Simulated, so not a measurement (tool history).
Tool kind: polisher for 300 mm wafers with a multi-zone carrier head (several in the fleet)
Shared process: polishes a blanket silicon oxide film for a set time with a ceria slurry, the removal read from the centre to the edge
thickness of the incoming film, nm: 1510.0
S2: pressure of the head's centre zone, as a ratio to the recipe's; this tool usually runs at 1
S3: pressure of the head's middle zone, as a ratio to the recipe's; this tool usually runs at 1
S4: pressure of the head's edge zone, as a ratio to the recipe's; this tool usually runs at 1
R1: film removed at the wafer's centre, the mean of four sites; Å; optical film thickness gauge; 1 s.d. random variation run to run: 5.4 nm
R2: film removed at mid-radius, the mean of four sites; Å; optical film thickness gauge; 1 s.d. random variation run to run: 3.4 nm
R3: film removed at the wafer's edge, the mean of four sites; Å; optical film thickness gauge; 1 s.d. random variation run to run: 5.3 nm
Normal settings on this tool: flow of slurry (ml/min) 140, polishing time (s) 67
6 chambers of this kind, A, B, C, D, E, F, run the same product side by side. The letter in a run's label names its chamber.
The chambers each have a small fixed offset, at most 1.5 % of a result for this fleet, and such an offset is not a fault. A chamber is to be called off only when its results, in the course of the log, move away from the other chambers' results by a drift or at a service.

{"day": 0.017, "done": "chamber A: worn pad replaced by a new one"}
{"run": "1D", "day": 0.454, "flow of slurry (ml/min)": 140, "S2": 1, "S3": 1, "S4": 1, "polishing time (s)": 67, "R1": 3731.9, "R2": 3674.8, "R3": 3689.3}
{"run": "2F", "day": 0.867, "flow of slurry (ml/min)": 140, "S2": 1, "S3": 1, "S4": 1, "polishing time (s)": 67, "R1": 3763.5, "R2": 3663.7, "R3": 3734.8}
{"run": "3C", "day": 1.154, "flow of slurry (ml/min)": 140, "S2": 1, "S3": 1, "S4": 1, "polishing time (s)": 67, "R1": 3696, "R2": 3761.8, "R3": 3787.3}
{"run": "4B", "day": 1.662, "flow of slurry (ml/min)": 140, "S2": 1, "S3": 1, "S4": 1, "polishing time (s)": 67, "R1": 3741.1, "R2": 3648.7, "R3": 3789}
{"day": 1.892, "done": "chamber E: edge zone pressure recalibrated"}
{"run": "5E", "day": 1.958, "flow of slurry (ml/min)": 140, "S2": 1, "S3": 1, "S4": 1, "polishing time (s)": 67, "R1": 3671.7, "R2": 3729.9, "R3": 3729.7}
{"run": "6A", "day": 2.346, "flow of slurry (ml/min)": 140, "S2": 1, "S3": 1, "S4": 1, "polishing time (s)": 67, "R1": 3667.6, "R2": 3706.2, "R3": 3682.7}
{"day": 2.521, "done": "chamber D: worn pad replaced by a new one"}
{"run": "7F", "day": 2.771, "flow of slurry (ml/min)": 140, "S2": 1, "S3": 1, "S4": 1, "polishing time (s)": 67, "R1": 3688.6, "R2": 3636, "R3": 3703.8}
{"run": "8E", "day": 3.171, "flow of slurry (ml/min)": 100, "S2": 1, "S3": 1, "S4": 1, "polishing time (s)": 67, "R1": 3396.1, "R2": 3437.4, "R3": 3453.4}
{"run": "9D", "day": 3.579, "flow of slurry (ml/min)": 100, "S2": 1, "S3": 1, "S4": 1, "polishing time (s)": 67, "R1": 3358.5, "R2": 3394.9, "R3": 3414.4}
{"run": "10C", "day": 3.871, "flow of slurry (ml/min)": 100, "S2": 1, "S3": 1, "S4": 1, "polishing time (s)": 67, "R1": 3413.8, "R2": 3438.1, "R3": 3492.1}
{"day": 4.225, "done": "chamber B: worn pad replaced by a new one"}
{"day": 4.375, "done": "chamber C: worn pad replaced by a new one"}
{"run": "11A", "day": 4.379, "flow of slurry (ml/min)": 100, "S2": 1, "S3": 1, "S4": 1, "polishing time (s)": 67, "R1": 3329.5, "R2": 3471.9, "R3": 3511.8}
{"day": 4.596, "done": "chamber E: worn pad replaced by a new one"}
{"day": 4.6, "done": "chamber B: slurry nozzle cleaned"}
{"run": "12B", "day": 4.721, "flow of slurry (ml/min)": 100, "S2": 1, "S3": 1, "S4": 1, "polishing time (s)": 67, "R1": 3345.7, "R2": 3402.5, "R3": 3590.9}
{"day": 4.833, "done": "chamber A: worn pad replaced by a new one"}
{"run": "13C", "day": 5.004, "flow of slurry (ml/min)": 100, "S2": 1, "S3": 1, "S4": 1, "polishing time (s)": 67, "R1": 3430, "R2": 3389.9, "R3": 3514.1}
{"day": 5.292, "done": "chamber A: centre zone pressure recalibrated"}
{"run": "14B", "day": 5.404, "flow of slurry (ml/min)": 140, "S2": 1, "S3": 1, "S4": 1, "polishing time (s)": 67, "R1": 3652, "R2": 3748.2, "R3": 3753}
{"day": 5.508, "done": "chamber D: worn pad replaced by a new one"}
{"run": "15F", "day": 5.883, "flow of slurry (ml/min)": 140, "S2": 1, "S3": 1, "S4": 1, "polishing time (s)": 67, "R1": 3577, "R2": 3533.9, "R3": 3659}
{"day": 6.067, "done": "chamber F: worn pad replaced by a new one"}
{"run": "16A", "day": 6.196, "flow of slurry (ml/min)": 140, "S2": 1, "S3": 1, "S4": 1, "polishing time (s)": 67, "R1": 3640.8, "R2": 3618.4, "R3": 3700.5}
{"run": "17E", "day": 6.492, "flow of slurry (ml/min)": 140, "S2": 1, "S3": 1, "S4": 1, "polishing time (s)": 67, "R1": 3757.9, "R2": 3705.8, "R3": 3665.4}
{"run": "18D", "day": 6.762, "flow of slurry (ml/min)": 140, "S2": 1, "S3": 1, "S4": 1, "polishing time (s)": 67, "R1": 3697.3, "R2": 3758.9, "R3": 3671.6}
{"run": "19B", "day": 7.171, "flow of slurry (ml/min)": 140, "S2": 1, "S3": 1, "S4": 0.91, "polishing time (s)": 74, "R1": 4147.5, "R2": 4107.6, "R3": 3961.2}
{"run": "20D", "day": 7.488, "flow of slurry (ml/min)": 140, "S2": 1, "S3": 1, "S4": 0.91, "polishing time (s)": 74, "R1": 4002.4, "R2": 4131.7, "R3": 3868.6}
{"day": 7.533, "done": "chamber E: centre zone pressure recalibrated"}
{"day": 7.867, "done": "chamber F: centre zone pressure recalibrated"}
{"run": "21A", "day": 7.979, "flow of slurry (ml/min)": 140, "S2": 1, "S3": 1, "S4": 0.91, "polishing time (s)": 74, "R1": 4116.6, "R2": 4141.9, "R3": 3834.3}
{"day": 8.35, "done": "chamber D: worn pad replaced by a new one"}
{"run": "22E", "day": 8.375, "flow of slurry (ml/min)": 140, "S2": 1, "S3": 1, "S4": 0.91, "polishing time (s)": 74, "R1": 4129.8, "R2": 4105.6, "R3": 3929.1}
{"run": "23C", "day": 8.642, "flow of slurry (ml/min)": 140, "S2": 1, "S3": 1, "S4": 0.91, "polishing time (s)": 74, "R1": 4052, "R2": 4191.1, "R3": 3977.4}
{"run": "24F", "day": 8.867, "flow of slurry (ml/min)": 140, "S2": 1, "S3": 1, "S4": 0.91, "polishing time (s)": 74, "R1": 3867.7, "R2": 3875.2, "R3": 3830.3}
{"run": "25D", "day": 9.142, "flow of slurry (ml/min)": 140, "S2": 1, "S3": 1, "S4": 1, "polishing time (s)": 67, "R1": 3682.3, "R2": 3720.6, "R3": 3597.5}
{"run": "26A", "day": 9.375, "flow of slurry (ml/min)": 140, "S2": 1, "S3": 1, "S4": 1, "polishing time (s)": 67, "R1": 3542.5, "R2": 3734, "R3": 3727.6}
{"day": 9.762, "done": "chamber D: slurry nozzle cleaned"}
{"run": "27E", "day": 9.775, "flow of slurry (ml/min)": 140, "S2": 1, "S3": 1, "S4": 1, "polishing time (s)": 67, "R1": 3699.6, "R2": 3664.7, "R3": 3726.9}
{"day": 10.075, "done": "chamber B: worn pad replaced by a new one"}
{"run": "28F", "day": 10.183, "flow of slurry (ml/min)": 140, "S2": 1, "S3": 1, "S4": 1, "polishing time (s)": 67, "R1": 3359.3, "R2": 3438.3, "R3": 3529.5}
{"day": 10.317, "done": "chamber C: edge zone pressure recalibrated"}
{"run": "29C", "day": 10.483, "flow of slurry (ml/min)": 140, "S2": 1, "S3": 1, "S4": 1, "polishing time (s)": 67, "R1": 3649.4, "R2": 3777.3, "R3": 3717.9}
{"day": 10.738, "done": "chamber C: slurry nozzle cleaned"}
{"run": "30B", "day": 10.867, "flow of slurry (ml/min)": 140, "S2": 1, "S3": 1, "S4": 1, "polishing time (s)": 67, "R1": 3696.1, "R2": 3658.8, "R3": 3688}
{"day": 11.117, "done": "chamber A: worn pad replaced by a new one"}
{"day": 11.208, "done": "chamber C: worn pad replaced by a new one"}
{"run": "31A", "day": 11.233, "flow of slurry (ml/min)": 140, "S2": 1, "S3": 1, "S4": 1, "polishing time (s)": 67, "R1": 3763.8, "R2": 3794.7, "R3": 3610.7}
{"day": 11.4, "done": "chamber D: worn pad replaced by a new one"}
{"run": "32E", "day": 11.483, "flow of slurry (ml/min)": 140, "S2": 1, "S3": 1, "S4": 1, "polishing time (s)": 67, "R1": 3709.6, "R2": 3680.3, "R3": 3735.8}
{"run": "33C", "day": 11.942, "flow of slurry (ml/min)": 140, "S2": 1, "S3": 1, "S4": 1, "polishing time (s)": 67, "R1": 3675.3, "R2": 3726.6, "R3": 3776.8}
{"run": "34D", "day": 12.438, "flow of slurry (ml/min)": 140, "S2": 1, "S3": 1, "S4": 1, "polishing time (s)": 67, "R1": 3729.9, "R2": 3742.5, "R3": 3644.2}
{"run": "35F", "day": 12.792, "flow of slurry (ml/min)": 140, "S2": 1, "S3": 1, "S4": 1, "polishing time (s)": 67, "R1": 3276.6, "R2": 3348.8, "R3": 3441.9}
{"day": 13.125, "done": "chamber B: centre zone pressure recalibrated"}
{"run": "36B", "day": 13.262, "flow of slurry (ml/min)": 140, "S2": 0.95, "S3": 1, "S4": 1, "polishing time (s)": 85, "R1": 4508.3, "R2": 4738.3, "R3": 4848.3}
{"day": 13.512, "done": "chamber B: slurry nozzle cleaned"}
{"day": 13.517, "done": "chamber F: worn pad replaced by a new one"}
{"run": "37B", "day": 13.675, "flow of slurry (ml/min)": 140, "S2": 0.95, "S3": 1, "S4": 1, "polishing time (s)": 85, "R1": 4322.4, "R2": 4663.7, "R3": 4844.8}
{"run": "38C", "day": 14.025, "flow of slurry (ml/min)": 140, "S2": 0.95, "S3": 1, "S4": 1, "polishing time (s)": 85, "R1": 4467.6, "R2": 4735, "R3": 4727.3}
{"run": "39F", "day": 14.338, "flow of slurry (ml/min)": 140, "S2": 0.95, "S3": 1, "S4": 1, "polishing time (s)": 85, "R1": 3849.3, "R2": 4183.2, "R3": 4453.3}

The same settings go to every chamber for the next run, one line per chamber below. Forecast the results for each:
{"run": "40A", "day": 14.708, "flow of slurry (ml/min)": 140, "S2": 1, "S3": 1, "S4": 1, "polishing time (s)": 67, "R1": "?", "R2": "?", "R3": "?"}
{"run": "40B", "day": 14.708, "flow of slurry (ml/min)": 140, "S2": 1, "S3": 1, "S4": 1, "polishing time (s)": 67, "R1": "?", "R2": "?", "R3": "?"}
{"run": "40C", "day": 14.708, "flow of slurry (ml/min)": 140, "S2": 1, "S3": 1, "S4": 1, "polishing time (s)": 67, "R1": "?", "R2": "?", "R3": "?"}
{"run": "40D", "day": 14.708, "flow of slurry (ml/min)": 140, "S2": 1, "S3": 1, "S4": 1, "polishing time (s)": 67, "R1": "?", "R2": "?", "R3": "?"}
{"run": "40E", "day": 14.708, "flow of slurry (ml/min)": 140, "S2": 1, "S3": 1, "S4": 1, "polishing time (s)": 67, "R1": "?", "R2": "?", "R3": "?"}
{"run": "40F", "day": 14.708, "flow of slurry (ml/min)": 140, "S2": 1, "S3": 1, "S4": 1, "polishing time (s)": 67, "R1": "?", "R2": "?", "R3": "?"}

run=40A R1=3761.5 R2=3675.7 R3=3751.6
run=40B R1=3745.5 R2=3689 R3=3821.2
run=40C R1=3694.3 R2=3738.6 R3=3745.6
run=40D R1=3776.9 R2=3695.7 R3=3765.1
run=40E R1=3749.2 R2=3689.8 R3=3677.8
run=40F R1=3316.7 R2=3224.6 R3=3371.3
